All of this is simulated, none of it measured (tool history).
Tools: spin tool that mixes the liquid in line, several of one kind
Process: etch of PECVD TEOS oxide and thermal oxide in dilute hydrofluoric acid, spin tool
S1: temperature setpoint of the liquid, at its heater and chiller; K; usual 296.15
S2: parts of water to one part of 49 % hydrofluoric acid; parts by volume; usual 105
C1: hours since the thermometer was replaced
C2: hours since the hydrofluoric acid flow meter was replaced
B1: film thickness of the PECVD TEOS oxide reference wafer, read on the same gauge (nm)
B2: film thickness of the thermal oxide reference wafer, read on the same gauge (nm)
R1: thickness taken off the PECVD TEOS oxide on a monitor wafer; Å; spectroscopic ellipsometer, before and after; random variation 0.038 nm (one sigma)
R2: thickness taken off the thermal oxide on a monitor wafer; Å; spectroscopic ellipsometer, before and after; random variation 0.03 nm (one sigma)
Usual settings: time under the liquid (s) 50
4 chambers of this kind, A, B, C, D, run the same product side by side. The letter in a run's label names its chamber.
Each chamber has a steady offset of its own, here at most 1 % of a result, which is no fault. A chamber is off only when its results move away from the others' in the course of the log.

{"run": "1C", "hour": 9.0, "S1": 296.15, "S2": 105, "time under the liquid (s)": 50, "C1": 1451.9, "C2": 82.1, "B1": 59.943, "B2": 130.03, "R1": 51.083, "R2": 24.56}
{"run": "2D", "hour": 16.2, "S1": 296.15, "S2": 105, "time under the liquid (s)": 50, "C1": 1021, "C2": 829.8, "B1": 59.985, "B2": 129.98, "R1": 51.128, "R2": 24.022}
{"hour": 24.0, "done": "chamber B: thermometer replaced"}
{"run": "3B", "hour": 26.9, "S1": 296.15, "S2": 105, "time under the liquid (s)": 50, "C1": 3, "C2": 210.6, "B1": 60.007, "B2": 129.97, "R1": 50.871, "R2": 24.512}
{"run": "4A", "hour": 33.4, "S1": 296.15, "S2": 105, "time under the liquid (s)": 50, "C1": 555.5, "C2": 783.2, "B1": 60.028, "B2": 130.03, "R1": 51.204, "R2": 24.407}
{"run": "5C", "hour": 43.9, "S1": 296.15, "S2": 105, "time under the liquid (s)": 50, "C1": 1486.8, "C2": 117, "B1": 59.977, "B2": 129.99, "R1": 50.057, "R2": 23.978}
{"run": "6A", "hour": 50.5, "S1": 296.15, "S2": 105, "time under the liquid (s)": 50, "C1": 572.6, "C2": 800.3, "B1": 60.009, "B2": 129.97, "R1": 51.232, "R2": 25.087}
{"run": "7D", "hour": 62.1, "S1": 296.15, "S2": 105, "time under the liquid (s)": 50, "C1": 1066.9, "C2": 875.7, "B1": 59.997, "B2": 130, "R1": 50.249, "R2": 24.32}
{"hour": 69.0, "done": "chamber A: hydrofluoric acid flow meter replaced"}
{"run": "8B", "hour": 70.0, "S1": 296.15, "S2": 105, "time under the liquid (s)": 50, "C1": 46.1, "C2": 253.7, "B1": 59.983, "B2": 130, "R1": 51.309, "R2": 23.976}
{"run": "9D", "hour": 75.4, "S1": 296.15, "S2": 105, "time under the liquid (s)": 50, "C1": 1080.2, "C2": 889, "B1": 59.967, "B2": 129.98, "R1": 50.958, "R2": 24.35}
{"run": "10B", "hour": 81.9, "S1": 296.15, "S2": 105, "time under the liquid (s)": 50, "C1": 58, "C2": 265.6, "B1": 60.011, "B2": 130.01, "R1": 50.69, "R2": 24.465}
{"run": "11A", "hour": 88.1, "S1": 296.15, "S2": 105, "time under the liquid (s)": 50, "C1": 610.2, "C2": 19.1, "B1": 60.002, "B2": 130, "R1": 50.643, "R2": 25.338}
{"run": "12C", "hour": 98.5, "S1": 296.15, "S2": 105, "time under the liquid (s)": 50, "C1": 1541.4, "C2": 171.6, "B1": 60.015, "B2": 130.03, "R1": 50.381, "R2": 23.981}
{"run": "13C", "hour": 108.8, "S1": 296.15, "S2": 105, "time under the liquid (s)": 50, "C1": 1551.7, "C2": 181.9, "B1": 60.028, "B2": 129.98, "R1": 50.811, "R2": 24.385}
{"run": "14B", "hour": 113.9, "S1": 296.15, "S2": 105, "time under the liquid (s)": 50, "C1": 90, "C2": 297.6, "B1": 60.039, "B2": 130.04, "R1": 50.36, "R2": 24.36}
{"run": "15D", "hour": 124.4, "S1": 296.15, "S2": 105, "time under the liquid (s)": 50, "C1": 1129.2, "C2": 938, "B1": 60.016, "B2": 130.01, "R1": 50.822, "R2": 24.932}
{"run": "16A", "hour": 134.9, "S1": 293.15, "S2": 105, "time under the liquid (s)": 35, "C1": 657, "C2": 65.9, "B1": 60.007, "B2": 129.99, "R1": 31.831, "R2": 15.266}
{"run": "17D", "hour": 142.1, "S1": 293.15, "S2": 105, "time under the liquid (s)": 35, "C1": 1146.9, "C2": 955.7, "B1": 60.035, "B2": 129.98, "R1": 31.24, "R2": 15.116}
{"run": "18A", "hour": 147.5, "S1": 293.15, "S2": 105, "time under the liquid (s)": 35, "C1": 669.6, "C2": 78.5, "B1": 60.009, "B2": 130, "R1": 31.535, "R2": 14.944}
{"run": "19B", "hour": 154.0, "S1": 293.15, "S2": 105, "time under the liquid (s)": 35, "C1": 130.1, "C2": 337.7, "B1": 59.977, "B2": 130, "R1": 31.426, "R2": 15.235}
{"hour": 156.4, "done": "chamber D: hydrofluoric acid flow meter replaced"}
{"hour": 159.9, "done": "chamber C: thermometer replaced"}
{"run": "20C", "hour": 160.7, "S1": 296.15, "S2": 105, "time under the liquid (s)": 50, "C1": 0.8, "C2": 233.8, "B1": 59.986, "B2": 130.02, "R1": 51.18, "R2": 24.537}
{"run": "21C", "hour": 172.3, "S1": 296.15, "S2": 105, "time under the liquid (s)": 50, "C1": 12.4, "C2": 245.4, "B1": 59.956, "B2": 130, "R1": 51.022, "R2": 24.386}
{"run": "22B", "hour": 180.7, "S1": 296.15, "S2": 105, "time under the liquid (s)": 50, "C1": 156.8, "C2": 364.4, "B1": 60.031, "B2": 129.99, "R1": 50.832, "R2": 23.76}
{"run": "23A", "hour": 191.6, "S1": 296.15, "S2": 105, "time under the liquid (s)": 50, "C1": 713.7, "C2": 122.6, "B1": 60.014, "B2": 130.02, "R1": 51.319, "R2": 24.896}
{"run": "24D", "hour": 196.9, "S1": 296.15, "S2": 105, "time under the liquid (s)": 50, "C1": 1201.7, "C2": 40.5, "B1": 60.011, "B2": 129.98, "R1": 50.383, "R2": 24.037}
{"run": "25D", "hour": 207.3, "S1": 296.15, "S2": 105, "time under the liquid (s)": 50, "C1": 1212.1, "C2": 50.9, "B1": 59.973, "B2": 130.02, "R1": 49.977, "R2": 24.254}

What goes on in this fleet: one chamber off, a drifting gauge, or nothing beyond the chambers' own small offsets? Name the chamber and the cause, if any.

No chamber stands off beyond its own small offset, and the gauge holds steady.
